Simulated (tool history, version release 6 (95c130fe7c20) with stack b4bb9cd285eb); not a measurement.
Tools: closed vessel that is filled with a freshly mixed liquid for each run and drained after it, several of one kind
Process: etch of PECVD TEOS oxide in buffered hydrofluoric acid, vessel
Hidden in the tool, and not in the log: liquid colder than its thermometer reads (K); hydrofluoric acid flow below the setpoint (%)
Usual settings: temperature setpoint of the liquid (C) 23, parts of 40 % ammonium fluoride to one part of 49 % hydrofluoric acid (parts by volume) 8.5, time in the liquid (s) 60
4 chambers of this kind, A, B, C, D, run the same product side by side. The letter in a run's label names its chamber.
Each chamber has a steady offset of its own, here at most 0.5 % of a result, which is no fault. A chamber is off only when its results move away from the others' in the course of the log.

run    day  temperature setpoint of the liquid (C)  parts of 40 % ammonium fluoride to one part of 49 % hydrofluoric acid (parts by volume)  time in the liquid (s)  hours since the thermometer was replaced  hours since the hydrofluoric acid flow meter was replaced  read-back film thickness of the PECVD TEOS oxide reference wafer, read on the same gauge (nm)  thickness taken off the PECVD TEOS oxide on a monitor wafer (angstrom)
 1D  0.254                                      23                                                                                      8.5                      60                                       599                                                      180.3                                                                                         50.003                                                                  1168.7
 2C  0.525                                      23                                                                                      8.5                      60                                     404.7                                                      475.9                                                                                         50.014                                                                  1170.5
 3A  0.675                                      23                                                                                      8.5                      60                                    2266.3                                                     1093.4                                                                                         49.992                                                                  1167.3
 4B  0.925                                      23                                                                                      8.5                      60                                    2453.9                                                      126.9                                                                                         49.999                                                                  1177.6
 5C  1.192                                      23                                                                                      8.5                      60                                     420.7                                                      491.9                                                                                         49.984                                                                  1173.6
 6D  1.317                                      23                                                                                      8.5                      60                                     624.5                                                      205.8                                                                                         49.981                                                                  1182.9
 7B  1.517                                      23                                                                                      8.5                      60                                    2468.1                                                      141.1                                                                                         50.004                                                                    1184
 8A  1.658                                      23                                                                                      8.5                      60                                    2289.9                                                       1117                                                                                         50.018                                                                    1174
 9C  1.812                                      23                                                                                      9.5                      80                                     435.6                                                      506.8                                                                                         50.005                                                                  1391.8
10D  1.946                                      23                                                                                      9.5                      80                                     639.6                                                      220.9                                                                                         50.009                                                                    1405
11A  2.204                                      23                                                                                      9.5                      80                                      2303                                                     1130.1                                                                                         49.979                                                                  1431.8
12B  2.438                                      23                                                                                      9.5                      80                                    2490.2                                                      163.2                                                                                         49.995                                                                  1443.7
13C  2.671                                    21.5                                                                                      6.5                      60                                     456.2                                                      527.4                                                                                         50.002                                                                  1405.4
14B  2.858                                    21.5                                                                                      6.5                      60                                    2500.3                                                      173.3                                                                                         50.006                                                                  1429.9
15D  3.129                                    21.5                                                                                      6.5                      60                                       668                                                      249.3                                                                                         49.987                                                                  1441.1
16A  3.321                                    21.5                                                                                      6.5                      60                                    2329.8                                                     1156.9                                                                                         49.991                                                                    1418
17B  3.571                                      23                                                                                      8.5                      60                                    2517.4                                                      190.4                                                                                         49.998                                                                  1168.6
18D  3.808                                      23                                                                                      8.5                      60                                     684.3                                                      265.6                                                                                         50.009                                                                  1174.1
19C  4.012                                      23                                                                                      8.5                      60                                     488.4                                                      559.6                                                                                         49.995                                                                  1160.6
20A  4.133                                    20.5                                                                                      6.5                      60                                    2349.3                                                     1176.4                                                                                         50.004                                                                  1334.8
21A  4.329                                    20.5                                                                                      6.5                      60                                      2354                                                     1181.1                                                                                         50.019                                                                  1330.1
22C  4.592                                    20.5                                                                                      6.5                      60                                     502.3                                                      573.5                                                                                         49.997                                                                  1326.5
23D  4.725                                    20.5                                                                                      6.5                      60                                     706.3                                                      287.6                                                                                         50.004                                                                  1360.9
24B  4.979                                      23                                                                                      8.5                      60                                    2551.2                                                      224.2                                                                                         50.005                                                                  1181.6
25D   5.15                                      23                                                                                      8.5                      60                                     716.5                                                      297.8                                                                                         49.996                                                                  1165.9
26A  5.283                                      23                                                                                      8.5                      60                                    2376.9                                                       1204                                                                                         49.985                                                                  1175.2
27B  5.529                                      23                                                                                      8.5                      60                                    2564.4                                                      237.4                                                                                             50                                                                  1194.8
28C  5.696                                      23                                                                                      8.5                      60                                     528.8                                                        600                                                                                         50.006                                                                  1146.5
29A  5.883                                      23                                                                                      8.5                      60                                    2391.3                                                     1218.4                                                                                         50.009                                                                  1171.2
     6.012  -- chamber C: thermometer replaced
30B  6.062                                      23                                                                                      8.5                      60                                    2577.2                                                      250.2                                                                                         50.012                                                                  1178.4
31C  6.283                                      23                                                                                      8.5                      60                                       6.6                                                      614.1                                                                                         50.013                                                                  1138.2
32D  6.462                                      23                                                                                      8.5                      60                                       748                                                      329.3                                                                                         50.018                                                                  1169.1
33D  6.729                                      23                                                                                      8.5                      60                                     754.4                                                      335.7                                                                                         49.987                                                                  1160.4
34B  6.992                                      23                                                                                      8.5                      60                                    2599.5                                                      272.5                                                                                         49.991                                                                  1169.7
35A  7.112                                      23                                                                                      8.5                      60                                    2420.8                                                     1247.9                                                                                         49.987                                                                  1172.3
36C  7.254                                      23                                                                                      8.5                      60                                      29.9                                                      637.4                                                                                             50                                                                    1128
37A  7.446                                      23                                                                                      8.5                      60                                    2428.8                                                     1255.9                                                                                         49.992                                                                  1154.1

Is one chamber off against the others, does the gauge drift, or is nothing wrong? If a chamber is off, say which, and what the likeliest cause is.

Chamber C drifts away from the others.
Cause: hydrofluoric acid flow below the setpoint (%) = 3.52.

Here are 4 candidates for chamber C's next run, each the usual settings with a change, their results left as question marks. Which one brings its results back in line with what the others give on the usual settings?
In line means no further than this from the other chambers' mean on the usual settings: thickness taken off the PECVD TEOS oxide on a monitor wafer (angstrom) 30
38C-1  7.646                                    23.5                                                                                      8.5                      60                                                                                                                                                                                                                                                                           ?
38C-2  7.646                                      23                                                                                        9                      60                                                                                                                                                                                                                                                                           ?
38C-3  7.646                                      23                                                                                      8.5                      65                                                                                                                                                                                                                                                                           ?
38C-4  7.646                                      23                                                                                      8.5                      55                                                                                                                                                                                                                                                                           ?

The other chambers' mean on the usual settings: thickness taken off the PECVD TEOS oxide on a monitor wafer (angstrom) 1173.7
  run  thickness taken off the PECVD TEOS oxide on a monitor wafer (angstrom)
38C-1                                                                  1165.2
38C-2                                                                  1083.1
38C-3                                                                  1228.2
38C-4                                                                  1039.3
38C-1 brings the chamber back in line.
